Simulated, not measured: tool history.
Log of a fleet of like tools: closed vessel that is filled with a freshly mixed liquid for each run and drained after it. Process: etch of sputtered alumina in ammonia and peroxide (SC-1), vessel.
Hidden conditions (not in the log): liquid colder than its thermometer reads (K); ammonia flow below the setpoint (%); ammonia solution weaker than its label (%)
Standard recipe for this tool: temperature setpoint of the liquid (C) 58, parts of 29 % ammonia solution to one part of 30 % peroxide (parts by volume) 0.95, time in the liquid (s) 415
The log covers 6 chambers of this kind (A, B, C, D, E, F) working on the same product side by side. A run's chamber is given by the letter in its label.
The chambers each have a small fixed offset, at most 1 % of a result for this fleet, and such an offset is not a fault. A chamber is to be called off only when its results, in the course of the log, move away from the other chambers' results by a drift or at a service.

| run | hour | temperature setpoint of the liquid (C) | parts of 29 % ammonia solution to one part of 30 % peroxide (parts by volume) | time in the liquid (s) | hours since the thermometer was replaced | hours since the ammonia flow meter was replaced | hours since the drum of ammonia solution was connected | read-back film thickness of the sputtered alumina reference wafer, read on the same gauge (nm) | thickness taken off the sputtered alumina on a monitor wafer (Å) |
|---|---|---|---|---|---|---|---|---|---|
|  | 4.6 | chamber F: thermometer replaced |
| 1C | 6.3 | 58 | 0.95 | 415 | 1816.3 | 368.3 | 404.4 | 40.01 | 238.06 |
| 2D | 18.4 | 58 | 0.95 | 415 | 1683.5 | 504.9 | 115.9 | 39.982 | 231.9 |
|  | 22 | chamber E: new drum of ammonia solution connected |
| 3B | 24.9 | 58 | 0.95 | 415 | 250.8 | 254.1 | 155.1 | 39.955 | 235.22 |
| 4A | 33.3 | 58 | 0.95 | 415 | 780.1 | 65 | 603.2 | 40.043 | 231.46 |
| 5F | 40.3 | 58 | 0.95 | 415 | 35.8 | 612.9 | 479.6 | 40.001 | 238.2 |
|  | 45.5 | chamber A: new drum of ammonia solution connected |
| 6E | 52.5 | 58 | 0.95 | 415 | 1867.6 | 1007.3 | 30.5 | 40.025 | 237.99 |
| 7F | 63.3 | 58 | 0.95 | 415 | 58.8 | 635.9 | 502.6 | 40.013 | 236.48 |
| 8B | 71.4 | 58 | 0.95 | 415 | 297.3 | 300.6 | 201.6 | 39.995 | 236.21 |
| 9C | 84.5 | 53.5 | 0.95 | 510 | 1894.5 | 446.5 | 482.6 | 40.042 | 227.23 |
| 10A | 98.4 | 53.5 | 0.95 | 510 | 845.2 | 130.1 | 53 | 40.032 | 229.59 |
| 11D | 106.4 | 53.5 | 0.95 | 510 | 1771.5 | 592.9 | 203.9 | 40.032 | 227.57 |
|  | 114.6 | chamber D: new drum of ammonia solution connected |
|  | 116.4 | chamber C: thermometer replaced |
| 12E | 119.8 | 53.5 | 0.95 | 510 | 1934.9 | 1074.6 | 97.8 | 39.992 | 229.26 |
| 13A | 129.1 | 53.5 | 0.95 | 510 | 875.9 | 160.8 | 83.7 | 40.023 | 227.51 |
|  | 133.5 | chamber F: ammonia flow meter replaced |
| 14E | 136.5 | 53.5 | 0.95 | 510 | 1951.6 | 1091.3 | 114.5 | 40.014 | 228.9 |
| 15C | 147.8 | 58 | 0.95 | 415 | 31.4 | 509.8 | 545.9 | 39.944 | 234.87 |
|  | 149.1 | chamber B: new drum of ammonia solution connected |
| 16B | 159.5 | 58 | 0.95 | 415 | 385.4 | 388.7 | 10.5 | 39.965 | 231.58 |
| 17F | 167.2 | 58 | 0.6 | 415 | 162.7 | 33.7 | 606.5 | 39.995 | 224.5 |
| 18D | 179.4 | 58 | 0.6 | 415 | 1844.5 | 665.9 | 64.9 | 39.991 | 228.05 |
| 19D | 192.5 | 58 | 0.6 | 415 | 1857.6 | 679 | 78 | 39.981 | 225.15 |
| 20B | 205.2 | 58 | 0.6 | 415 | 431.1 | 434.4 | 56.2 | 39.972 | 225.29 |
| 21C | 214.3 | 58 | 0.6 | 415 | 97.9 | 576.3 | 612.4 | 40.013 | 231.51 |
| 22A | 224.2 | 58 | 0.6 | 415 | 971 | 255.9 | 178.8 | 40.013 | 211.43 |
| 23E | 233.3 | 58 | 0.8 | 415 | 2048.4 | 1188.1 | 211.3 | 40.015 | 227.87 |
|  | 238.1 | chamber D: ammonia flow meter replaced |
| 24F | 239.7 | 58 | 0.8 | 415 | 235.2 | 106.2 | 679 | 39.984 | 233.65 |
| 25A | 254 | 58 | 0.8 | 415 | 1000.8 | 285.7 | 208.6 | 40.039 | 214.11 |
|  | 257.2 | chamber F: new drum of ammonia solution connected |
|  | 261.2 | chamber B: ammonia flow meter replaced |
| 26C | 267.8 | 58 | 0.8 | 415 | 151.4 | 629.8 | 665.9 | 39.978 | 232.9 |
| 27D | 275.7 | 58 | 0.8 | 415 | 1940.8 | 37.7 | 161.2 | 39.99 | 231.13 |
| 28B | 287.5 | 58 | 0.8 | 415 | 513.4 | 26.4 | 138.5 | 39.974 | 233.79 |
| 29E | 296.3 | 58 | 0.95 | 415 | 2111.4 | 1251.1 | 274.3 | 40.021 | 236.06 |
| 30F | 308.1 | 58 | 0.95 | 415 | 303.6 | 174.6 | 50.9 | 39.994 | 235.09 |
| 31C | 320.9 | 58 | 0.95 | 415 | 204.5 | 682.9 | 719 | 39.966 | 238.04 |
| 32F | 327.4 | 58 | 0.75 | 245 | 322.9 | 193.9 | 70.2 | 40.011 | 136.6 |
|  | 338.8 | chamber D: thermometer replaced |
| 33E | 340.9 | 58 | 0.75 | 245 | 2156 | 1295.7 | 318.9 | 40.008 | 137.41 |
| 34A | 347.9 | 58 | 0.75 | 245 | 1094.7 | 379.6 | 302.5 | 39.997 | 123.76 |
| 35D | 356.8 | 58 | 0.75 | 245 | 18 | 118.8 | 242.3 | 39.983 | 134.57 |
|  | 363.8 | chamber D: new drum of ammonia solution connected |
| 36B | 365.4 | 58 | 0.75 | 245 | 591.3 | 104.3 | 216.4 | 40.023 | 136.06 |
| 37C | 376.6 | 58 | 0.75 | 245 | 260.2 | 738.6 | 774.7 | 40.019 | 137.99 |
| 38F | 384.6 | 58 | 0.95 | 415 | 380.1 | 251.1 | 127.4 | 40.027 | 239.47 |
| 39D | 398.1 | 58 | 0.95 | 415 | 59.3 | 160.1 | 34.3 | 39.999 | 235.71 |

Each of the 6 chambers runs these same settings next. Fill in every chamber's results:
| 40A | 408.5 | 58 | 0.95 | 415 |  |  |  |  | ? |
| 40B | 408.5 | 58 | 0.95 | 415 |  |  |  |  | ? |
| 40C | 408.5 | 58 | 0.95 | 415 |  |  |  |  | ? |
| 40D | 408.5 | 58 | 0.95 | 415 |  |  |  |  | ? |
| 40E | 408.5 | 58 | 0.95 | 415 |  |  |  |  | ? |
| 40F | 408.5 | 58 | 0.95 | 415 |  |  |  |  | ? |

| run | thickness taken off the sputtered alumina on a monitor wafer (Å) |
|---|---|
| 40A | 206.61 |
| 40B | 232.35 |
| 40C | 237.36 |
| 40D | 235.38 |
| 40E | 234.91 |
| 40F | 234.7 |
